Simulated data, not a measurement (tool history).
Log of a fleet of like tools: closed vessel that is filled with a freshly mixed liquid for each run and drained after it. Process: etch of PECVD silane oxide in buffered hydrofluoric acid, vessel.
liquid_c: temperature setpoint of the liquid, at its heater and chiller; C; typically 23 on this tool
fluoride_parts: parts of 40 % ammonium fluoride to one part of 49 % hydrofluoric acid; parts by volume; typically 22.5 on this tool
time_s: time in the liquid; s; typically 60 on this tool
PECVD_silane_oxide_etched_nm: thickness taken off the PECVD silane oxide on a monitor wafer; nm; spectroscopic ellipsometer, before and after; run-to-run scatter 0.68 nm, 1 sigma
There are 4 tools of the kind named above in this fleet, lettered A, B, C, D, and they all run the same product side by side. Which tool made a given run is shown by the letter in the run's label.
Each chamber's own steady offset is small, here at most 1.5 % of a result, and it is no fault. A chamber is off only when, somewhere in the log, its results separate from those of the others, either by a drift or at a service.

| run | hour | liquid_c | fluoride_parts | time_s | hours since the thermometer was replaced | hours since the hydrofluoric acid flow meter was replaced | read-back film thickness of the PECVD silane oxide reference wafer, read on the same gauge (nm) | PECVD_silane_oxide_etched_nm |
|---|---|---|---|---|---|---|---|---|
| 1D | 7.7 | 23 | 22.5 | 60 | 2140.2 | 445.8 | 100 | 77.111 |
| 2B | 16.6 | 23 | 22.5 | 60 | 390.3 | 517.7 | 99.992 | 77.896 |
| 3C | 31 | 23 | 22.5 | 60 | 1075.8 | 1661 | 100.02 | 79.064 |
| 4A | 38.6 | 23 | 22.5 | 60 | 678.3 | 1724.7 | 99.966 | 77.082 |
| 5C | 48.6 | 23 | 22.5 | 60 | 1093.4 | 1678.6 | 99.969 | 78.197 |
| 6B | 58 | 23 | 22.5 | 60 | 431.7 | 559.1 | 100.03 | 78.73 |
| 7D | 70.6 | 23 | 22.5 | 60 | 2203.1 | 508.7 | 100.04 | 77.639 |
| 8A | 77.6 | 21 | 22.5 | 40 | 717.3 | 1763.7 | 99.988 | 45.871 |
| 9B | 86.4 | 21 | 22.5 | 40 | 460.1 | 587.5 | 99.976 | 45.333 |
| 10C | 99.3 | 21 | 22.5 | 40 | 1144.1 | 1729.3 | 99.996 | 46.856 |
| 11A | 107.3 | 21 | 22.5 | 40 | 747 | 1793.4 | 100.01 | 45.786 |
| 12D | 119.8 | 23 | 22.5 | 60 | 2252.3 | 557.9 | 100.01 | 75.893 |
| 13C | 130.6 | 20 | 22.5 | 60 | 1175.4 | 1760.6 | 99.984 | 66.172 |
| 14A | 142.9 | 20 | 22.5 | 60 | 782.6 | 1829 | 100.01 | 66.108 |
| 15D | 154.2 | 20 | 22.5 | 60 | 2286.7 | 592.3 | 99.952 | 66.162 |
| 16B | 162.2 | 20 | 22.5 | 60 | 535.9 | 663.3 | 100.02 | 65.142 |
| 17D | 174.1 | 23 | 22.5 | 60 | 2306.6 | 612.2 | 99.994 | 76.586 |
| 18A | 186.5 | 23 | 22.5 | 60 | 826.2 | 1872.6 | 100.01 | 76.684 |
| 19C | 193.1 | 23 | 22.5 | 60 | 1237.9 | 1823.1 | 100 | 79.094 |
| 20B | 201.5 | 23 | 17 | 60 | 575.2 | 702.6 | 99.983 | 99.839 |
| 21C | 208.3 | 23 | 17 | 60 | 1253.1 | 1838.3 | 99.973 | 101.44 |
| 22B | 220.1 | 23 | 17 | 60 | 593.8 | 721.2 | 99.972 | 98.48 |
| 23D | 230.5 | 23 | 17 | 60 | 2363 | 668.6 | 100.04 | 98.589 |
| 24A | 239.4 | 23 | 22.5 | 60 | 879.1 | 1925.5 | 99.997 | 77.236 |
| 25D | 246.6 | 23 | 22.5 | 60 | 2379.1 | 684.7 | 100.02 | 76.554 |
| 26C | 261.1 | 23 | 22.5 | 60 | 1305.9 | 1891.1 | 100.01 | 79.38 |
| 27B | 271.4 | 23 | 22.5 | 60 | 645.1 | 772.5 | 99.992 | 78.52 |
| 28A | 284 | 23 | 22.5 | 60 | 923.7 | 1970.1 | 99.982 | 76.862 |
| 29D | 297.2 | 23 | 22.5 | 60 | 2429.7 | 735.3 | 100.01 | 77.656 |
| 30B | 303.8 | 23 | 22.5 | 60 | 677.5 | 804.9 | 100.06 | 76.275 |
| 31C | 315.9 | 23 | 22.5 | 60 | 1360.7 | 1945.9 | 99.986 | 78.233 |
| 32A | 328.9 | 28 | 22.5 | 60 | 968.6 | 2015 | 99.963 | 101.41 |

The same settings go to every chamber for the next run, one line per chamber below. Forecast the results for each:
| 33A | 339.6 | 23 | 28 | 60 |  |  |  | ? |
| 33B | 339.6 | 23 | 28 | 60 |  |  |  | ? |
| 33C | 339.6 | 23 | 28 | 60 |  |  |  | ? |
| 33D | 339.6 | 23 | 28 | 60 |  |  |  | ? |

| run | PECVD_silane_oxide_etched_nm |
|---|---|
| 33A | 66.27 |
| 33B | 67.063 |
| 33C | 67.082 |
| 33D | 66.401 |
